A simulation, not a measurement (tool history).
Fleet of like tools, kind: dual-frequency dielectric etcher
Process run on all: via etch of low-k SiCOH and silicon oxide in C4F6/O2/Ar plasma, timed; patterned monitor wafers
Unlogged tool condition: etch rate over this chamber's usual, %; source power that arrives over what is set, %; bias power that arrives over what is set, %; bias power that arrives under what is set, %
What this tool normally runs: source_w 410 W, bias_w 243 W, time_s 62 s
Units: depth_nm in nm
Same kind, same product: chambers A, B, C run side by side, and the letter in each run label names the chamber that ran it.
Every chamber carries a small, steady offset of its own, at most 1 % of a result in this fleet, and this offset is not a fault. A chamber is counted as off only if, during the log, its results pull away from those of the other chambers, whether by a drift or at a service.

run,hour,source_w,bias_w,time_s,hours since the last wet clean,hours since the last source power generator calibration,hours since the last bias power generator calibration,"read-back reference wafer on the same gauge, depth_nm",depth_nm
1C,7.2,410,243,62,216.5,2086.6,4268.4,153.01,179.54
2A,12.8,410,243,62,64.3,2180.7,1531.6,153.06,178.97
3B,20.4,410,243,62,58.6,2092.3,801.9,153.04,179.34
4C,30.0,410,243,62,239.3,2109.4,4291.2,153.10,179.95
5B,39.2,410,243,62,77.4,2111.1,820.7,153.09,179.24
6A,44.7,410,243,62,96.2,2212.6,1563.5,153.13,179.22
7A,55.0,410,243,62,106.5,2222.9,1573.8,153.19,179.11
8C,64.9,410,243,62,274.2,2144.3,4326.1,153.25,180.05
9B,71.6,360,243,45,109.8,2143.5,853.1,153.21,124.01
10C,83.1,360,243,45,292.4,2162.5,4344.3,153.35,124.12
11B,88.9,360,243,45,127.1,2160.8,870.4,153.33,124.01
12A,99.8,410,243,62,151.3,2267.7,1618.6,153.40,179.15
13C,105.4,410,243,62,314.7,2184.8,4366.6,153.42,180.03
14A,114.5,410,243,62,166.0,2282.4,1633.3,153.37,179.46
15B,121.9,410,243,62,160.1,2193.8,903.4,153.45,179.36
16A,132.3,320,243,62,183.8,2300.2,1651.1,153.51,163.58
17B,137.5,320,243,62,175.7,2209.4,919.0,153.51,163.78
18C,147.9,320,243,62,357.2,2227.3,4409.1,153.54,164.19
19A,154.3,410,243,62,205.8,2322.2,1673.1,153.53,179.67
20C,165.3,410,243,62,374.6,2244.7,4426.5,153.59,180.48
21B,172.3,410,243,62,210.5,2244.2,953.8,153.63,180.31
22B,179.9,410,243,62,218.1,2251.8,961.4,153.67,180.25

Predict what each chamber gives when all 3 of them run the settings below next.
23A,188.2,320,243,62,,,,,?
23B,188.2,320,243,62,,,,,?
23C,188.2,320,243,62,,,,,?

run,depth_nm
23A,163.98
23B,164.25
23C,164.57

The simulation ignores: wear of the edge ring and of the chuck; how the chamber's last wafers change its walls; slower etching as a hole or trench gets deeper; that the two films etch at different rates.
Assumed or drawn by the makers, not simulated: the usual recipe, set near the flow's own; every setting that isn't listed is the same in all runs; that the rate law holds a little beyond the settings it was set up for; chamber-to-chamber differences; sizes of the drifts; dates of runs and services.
